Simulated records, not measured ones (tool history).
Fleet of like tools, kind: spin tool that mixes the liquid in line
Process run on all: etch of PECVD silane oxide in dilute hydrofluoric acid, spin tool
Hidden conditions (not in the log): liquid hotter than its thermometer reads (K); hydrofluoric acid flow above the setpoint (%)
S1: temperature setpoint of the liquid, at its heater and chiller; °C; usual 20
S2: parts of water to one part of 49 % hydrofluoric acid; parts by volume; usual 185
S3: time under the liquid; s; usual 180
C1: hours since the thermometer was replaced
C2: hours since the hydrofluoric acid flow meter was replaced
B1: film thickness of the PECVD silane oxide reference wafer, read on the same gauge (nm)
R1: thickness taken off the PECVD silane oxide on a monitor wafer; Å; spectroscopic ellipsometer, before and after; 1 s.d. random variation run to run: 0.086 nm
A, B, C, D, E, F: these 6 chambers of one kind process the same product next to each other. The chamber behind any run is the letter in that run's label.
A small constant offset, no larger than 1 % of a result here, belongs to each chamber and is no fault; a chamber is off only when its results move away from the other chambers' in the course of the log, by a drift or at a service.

{"run": "1A", "day": 0.196, "S1": 20, "S2": 185, "S3": 180, "C1": 598.7, "C2": 759.7, "B1": 129.99, "R1": 116.18}
{"run": "2F", "day": 0.379, "S1": 20, "S2": 185, "S3": 180, "C1": 556.7, "C2": 621.2, "B1": 129.98, "R1": 115.16}
{"run": "3D", "day": 0.508, "S1": 20, "S2": 185, "S3": 180, "C1": 508.5, "C2": 33.7, "B1": 129.99, "R1": 113.26}
{"run": "4B", "day": 0.679, "S1": 20, "S2": 185, "S3": 180, "C1": 882.6, "C2": 151, "B1": 130.01, "R1": 114.32}
{"run": "5C", "day": 0.904, "S1": 20, "S2": 185, "S3": 180, "C1": 294.6, "C2": 795.9, "B1": 130, "R1": 113.46}
{"run": "6E", "day": 1.167, "S1": 20, "S2": 185, "S3": 180, "C1": 701.6, "C2": 587.9, "B1": 130.02, "R1": 114.19}
{"run": "7F", "day": 1.404, "S1": 20, "S2": 185, "S3": 180, "C1": 581.3, "C2": 645.8, "B1": 129.98, "R1": 112.6}
{"run": "8C", "day": 1.6, "S1": 18, "S2": 245, "S3": 180, "C1": 311.3, "C2": 812.6, "B1": 129.99, "R1": 74.479}
{"run": "9E", "day": 1.821, "S1": 18, "S2": 245, "S3": 180, "C1": 717.3, "C2": 603.6, "B1": 129.99, "R1": 73.701}
{"run": "10A", "day": 2.042, "S1": 18, "S2": 245, "S3": 180, "C1": 643, "C2": 804, "B1": 130.01, "R1": 74.527}
{"run": "11D", "day": 2.238, "S1": 18, "S2": 245, "S3": 180, "C1": 550, "C2": 75.2, "B1": 130, "R1": 75.955}
{"run": "12B", "day": 2.371, "S1": 18, "S2": 245, "S3": 180, "C1": 923.2, "C2": 191.6, "B1": 130, "R1": 74.781}
{"run": "13F", "day": 2.625, "S1": 18, "S2": 245, "S3": 180, "C1": 610.6, "C2": 675.1, "B1": 130.01, "R1": 74.326}
{"run": "14A", "day": 2.75, "S1": 20, "S2": 185, "S3": 180, "C1": 660, "C2": 821, "B1": 130.01, "R1": 115.17}
{"run": "15C", "day": 2.9, "S1": 20, "S2": 185, "S3": 180, "C1": 342.5, "C2": 843.8, "B1": 130.03, "R1": 113.07}
{"run": "16D", "day": 3.042, "S1": 20, "S2": 185, "S3": 180, "C1": 569.3, "C2": 94.5, "B1": 130, "R1": 116.01}
{"run": "17B", "day": 3.288, "S1": 20, "S2": 185, "S3": 180, "C1": 945.2, "C2": 213.6, "B1": 130.02, "R1": 113.26}
{"run": "18E", "day": 3.421, "S1": 20, "S2": 185, "S3": 180, "C1": 755.7, "C2": 642, "B1": 130.01, "R1": 113.75}
{"run": "19D", "day": 3.538, "S1": 20, "S2": 185, "S3": 180, "C1": 581.2, "C2": 106.4, "B1": 130.02, "R1": 115.3}
{"run": "20E", "day": 3.696, "S1": 20, "S2": 185, "S3": 180, "C1": 762.3, "C2": 648.6, "B1": 129.99, "R1": 112.24}
{"run": "21F", "day": 3.946, "S1": 20, "S2": 185, "S3": 180, "C1": 642.3, "C2": 706.8, "B1": 130, "R1": 116.8}
{"run": "22B", "day": 4.104, "S1": 20, "S2": 185, "S3": 180, "C1": 964.8, "C2": 233.2, "B1": 130, "R1": 115.09}
{"run": "23C", "day": 4.333, "S1": 20, "S2": 185, "S3": 180, "C1": 376.9, "C2": 878.2, "B1": 130.03, "R1": 113.69}
{"run": "24A", "day": 4.562, "S1": 20, "S2": 185, "S3": 180, "C1": 703.5, "C2": 864.5, "B1": 129.98, "R1": 115.14}
{"run": "25D", "day": 4.683, "S1": 20, "S2": 185, "S3": 180, "C1": 608.7, "C2": 133.9, "B1": 129.99, "R1": 115.95}
{"run": "26F", "day": 4.825, "S1": 20, "S2": 185, "S3": 180, "C1": 663.4, "C2": 727.9, "B1": 130, "R1": 117.33}
{"run": "27C", "day": 5.075, "S1": 20, "S2": 185, "S3": 180, "C1": 394.7, "C2": 896, "B1": 129.97, "R1": 113.18}
{"run": "28E", "day": 5.283, "S1": 20, "S2": 185, "S3": 180, "C1": 800.4, "C2": 686.7, "B1": 130.01, "R1": 114.69}
{"run": "29B", "day": 5.471, "S1": 20, "S2": 185, "S3": 180, "C1": 997.6, "C2": 266, "B1": 130.01, "R1": 113.26}
{"run": "30A", "day": 5.712, "S1": 17, "S2": 185, "S3": 105, "C1": 731.1, "C2": 892.1, "B1": 130, "R1": 59.155}
{"run": "31C", "day": 5.921, "S1": 17, "S2": 185, "S3": 105, "C1": 415, "C2": 916.3, "B1": 129.98, "R1": 58.866}
{"run": "32F", "day": 6.125, "S1": 17, "S2": 185, "S3": 105, "C1": 694.6, "C2": 759.1, "B1": 130, "R1": 61.848}
{"run": "33D", "day": 6.246, "S1": 17, "S2": 185, "S3": 105, "C1": 646.2, "C2": 171.4, "B1": 130, "R1": 58.96}
{"run": "34A", "day": 6.412, "S1": 17, "S2": 185, "S3": 105, "C1": 747.9, "C2": 908.9, "B1": 130, "R1": 60.112}
{"run": "35E", "day": 6.546, "S1": 17, "S2": 185, "S3": 105, "C1": 830.7, "C2": 717, "B1": 129.99, "R1": 59.145}
{"run": "36B", "day": 6.667, "S1": 20, "S2": 185, "S3": 180, "C1": 1026.3, "C2": 294.7, "B1": 130, "R1": 113.05}
{"run": "37D", "day": 6.842, "S1": 20, "S2": 185, "S3": 180, "C1": 660.5, "C2": 185.7, "B1": 130.02, "R1": 114.89}
{"run": "38A", "day": 6.979, "S1": 17, "S2": 185, "S3": 180, "C1": 761.5, "C2": 922.5, "B1": 130, "R1": 102.48}

Decide between three cases: one chamber stands off from its peers, the gauge reading all wafers drifts, or nothing is wrong past each chamber's small offset. Where a chamber is off, say which and what most likely put it there.

Chamber F drifts away from the others.
Most likely cause: liquid hotter than its thermometer reads (K) = 1.86.
With only this log, it may be confused with: hydrofluoric acid flow above the setpoint (%).

Which of the 4 candidates below, each the usual settings with something changed and its results left as question marks, puts chamber F back in line with what the other chambers give on the usual settings?
To be in line, a result may differ from the other chambers' mean on the usual settings by at most: R1 3 Å
{"run": "39F-1", "day": 7.167, "S1": 20, "S2": 195, "S3": 180, "R1": "?"}
{"run": "39F-2", "day": 7.167, "S1": 20, "S2": 175, "S3": 180, "R1": "?"}
{"run": "39F-3", "day": 7.167, "S1": 19.5, "S2": 185, "S3": 160, "R1": "?"}
{"run": "39F-4", "day": 7.167, "S1": 20, "S2": 165, "S3": 180, "R1": "?"}

The mean the other chambers reach with the usual settings: R1 113.93 Å
run=39F-1 R1=113.5
run=39F-2 R1=128.9
run=39F-3 R1=105.36
run=39F-4 R1=138.01
The answer is 39F-1, which returns the chamber to within the allowed miss of the others.
